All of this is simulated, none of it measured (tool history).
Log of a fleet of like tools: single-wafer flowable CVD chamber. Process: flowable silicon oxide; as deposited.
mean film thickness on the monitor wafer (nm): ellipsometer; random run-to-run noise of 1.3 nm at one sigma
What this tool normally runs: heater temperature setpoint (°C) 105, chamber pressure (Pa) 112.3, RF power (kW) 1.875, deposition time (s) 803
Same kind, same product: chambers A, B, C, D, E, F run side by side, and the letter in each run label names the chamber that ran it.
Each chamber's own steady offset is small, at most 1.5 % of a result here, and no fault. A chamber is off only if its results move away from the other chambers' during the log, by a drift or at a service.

| run | hour | heater temperature setpoint (°C) | chamber pressure (Pa) | RF power (kW) | deposition time (s) | hours since the last thermocouple change | hours since the last RF generator calibration | hours since the last manometer calibration | read-back reference wafer on the same gauge, thickness_nm | mean film thickness on the monitor wafer (nm) |
|---|---|---|---|---|---|---|---|---|---|---|
| 1D | 9.4 | 105 | 112.3 | 1.875 | 803 | 706.2 | 297.8 | 50.8 | 356.94 | 438.34 |
| 2B | 15.2 | 105 | 112.3 | 1.875 | 803 | 1277.5 | 780.2 | 106.4 | 357.16 | 428.86 |
| 3F | 24.3 | 105 | 112.3 | 1.875 | 803 | 41.8 | 1169.4 | 1373.2 | 357.11 | 434.99 |
| 4C | 33.5 | 105 | 112.3 | 1.875 | 803 | 1024.6 | 392.8 | 1070.1 | 356.76 | 436.57 |
| 5A | 42 | 105 | 112.3 | 1.875 | 803 | 306.4 | 487.9 | 524.7 | 356.85 | 438.5 |
| 6E | 50.4 | 105 | 112.3 | 1.875 | 803 | 1094.6 | 786.8 | 2275.6 | 357.37 | 436.26 |
| 7D | 60.4 | 105 | 112.3 | 1.875 | 909 | 757.2 | 348.8 | 101.8 | 356.98 | 495.78 |
| 8B | 71 | 105 | 112.3 | 1.875 | 909 | 1333.3 | 836 | 162.2 | 356.96 | 486.71 |
| 9C | 76.9 | 105 | 112.3 | 1.875 | 909 | 1068 | 436.2 | 1113.5 | 356.87 | 494.26 |
| 10F | 87 | 105 | 112.3 | 1.875 | 909 | 104.5 | 1232.1 | 1435.9 | 356.85 | 495.61 |
| 11E | 98.4 | 105 | 112.3 | 1.875 | 909 | 1142.6 | 834.8 | 2323.6 | 357.15 | 492.71 |
| 12A | 110.2 | 105 | 112.3 | 1.875 | 909 | 374.6 | 556.1 | 592.9 | 357.07 | 498.44 |
| 13E | 118 | 105 | 112.3 | 1.875 | 803 | 1162.2 | 854.4 | 2343.2 | 356.87 | 434.72 |
| 14B | 125.3 | 105 | 112.3 | 1.875 | 682 | 1387.6 | 890.3 | 216.5 | 357.06 | 364.13 |
| 15F | 132.2 | 105 | 112.3 | 1.875 | 682 | 149.7 | 1277.3 | 1481.1 | 356.73 | 370.21 |
| 16A | 137.8 | 105 | 112.3 | 1.875 | 682 | 402.2 | 583.7 | 620.5 | 357.04 | 373.71 |
| 17D | 144.7 | 105 | 112.3 | 1.875 | 682 | 841.5 | 433.1 | 186.1 | 357.03 | 371.23 |
| 18C | 153.5 | 105 | 112.3 | 1.875 | 682 | 1144.6 | 512.8 | 1190.1 | 357 | 369.36 |
| 19D | 162 | 105 | 112.3 | 1.875 | 682 | 858.8 | 450.4 | 203.4 | 356.87 | 372.47 |
| 20A | 172.3 | 105 | 112.3 | 1.875 | 803 | 436.7 | 618.2 | 655 | 356.91 | 441.39 |
| 21F | 180.4 | 105 | 112.3 | 1.875 | 803 | 197.9 | 1325.5 | 1529.3 | 356.94 | 436.87 |
| 22B | 191.1 | 105 | 112.3 | 1.875 | 803 | 1453.4 | 956.1 | 282.3 | 357.07 | 430.01 |
| 23E | 198.5 | 105 | 112.3 | 1.875 | 803 | 1242.7 | 934.9 | 2423.7 | 357.18 | 436.19 |
| 24C | 207.5 | 105 | 112.3 | 1.875 | 803 | 1198.6 | 566.8 | 1244.1 | 357.06 | 436.1 |
| 25A | 214.1 | 105 | 112.3 | 1.875 | 803 | 478.5 | 660 | 696.8 | 357.01 | 440.34 |
| 26E | 221.4 | 105 | 112.3 | 1.875 | 803 | 1265.6 | 957.8 | 2446.6 | 357.08 | 436.2 |
| 27C | 230.9 | 105 | 112.3 | 1.875 | 803 | 1222 | 590.2 | 1267.5 | 356.87 | 436.11 |
| 28B | 239.2 | 105 | 112.3 | 1.875 | 803 | 1501.5 | 1004.2 | 330.4 | 357.04 | 430.67 |
| 29D | 249.6 | 105 | 112.3 | 1.875 | 803 | 946.4 | 538 | 291 | 357.21 | 437.43 |
| 30F | 257.7 | 105 | 112.3 | 1.695 | 803 | 275.2 | 1402.8 | 1606.6 | 357.13 | 423.38 |
| 31F | 264.3 | 105 | 112.3 | 1.695 | 803 | 281.8 | 1409.4 | 1613.2 | 357 | 424.61 |
| 32C | 273.6 | 105 | 112.3 | 1.695 | 803 | 1264.7 | 632.9 | 1310.2 | 356.98 | 425.47 |
| 33D | 280.7 | 105 | 112.3 | 1.695 | 803 | 977.5 | 569.1 | 322.1 | 357.05 | 427.05 |
| 34E | 286.3 | 105 | 112.3 | 1.695 | 803 | 1330.5 | 1022.7 | 2511.5 | 357.16 | 424.73 |
| 35A | 294.4 | 105 | 112.3 | 1.695 | 803 | 558.8 | 740.3 | 777.1 | 356.85 | 429.39 |
| 36B | 300 | 105 | 112.3 | 1.875 | 803 | 1562.3 | 1065 | 391.2 | 357.1 | 429.98 |
| 37A | 308.1 | 105 | 112.3 | 2.17 | 803 | 572.5 | 754 | 790.8 | 357.13 | 452.43 |
| 38E | 319.5 | 105 | 112.3 | 2.17 | 803 | 1363.7 | 1055.9 | 2544.7 | 356.96 | 449.64 |
| 39B | 325.4 | 105 | 112.3 | 2.17 | 803 | 1587.7 | 1090.4 | 416.6 | 356.77 | 444.49 |
| 40C | 336.4 | 105 | 112.3 | 2.17 | 803 | 1327.5 | 695.7 | 1373 | 357.02 | 448.08 |
| 41F | 345.2 | 105 | 112.3 | 2.17 | 803 | 362.7 | 1490.3 | 1694.1 | 357.22 | 448.02 |

Predict what each chamber gives when all 6 of them run the settings below next.
| 42A | 353.7 | 99 | 112.3 | 1.875 | 803 |  |  |  |  | ? |
| 42B | 353.7 | 99 | 112.3 | 1.875 | 803 |  |  |  |  | ? |
| 42C | 353.7 | 99 | 112.3 | 1.875 | 803 |  |  |  |  | ? |
| 42D | 353.7 | 99 | 112.3 | 1.875 | 803 |  |  |  |  | ? |
| 42E | 353.7 | 99 | 112.3 | 1.875 | 803 |  |  |  |  | ? |
| 42F | 353.7 | 99 | 112.3 | 1.875 | 803 |  |  |  |  | ? |

| run | mean film thickness on the monitor wafer (nm) |
|---|---|
| 42A | 536.15 |
| 42B | 524.52 |
| 42C | 534.51 |
| 42D | 533.71 |
| 42E | 532.77 |
| 42F | 530.39 |
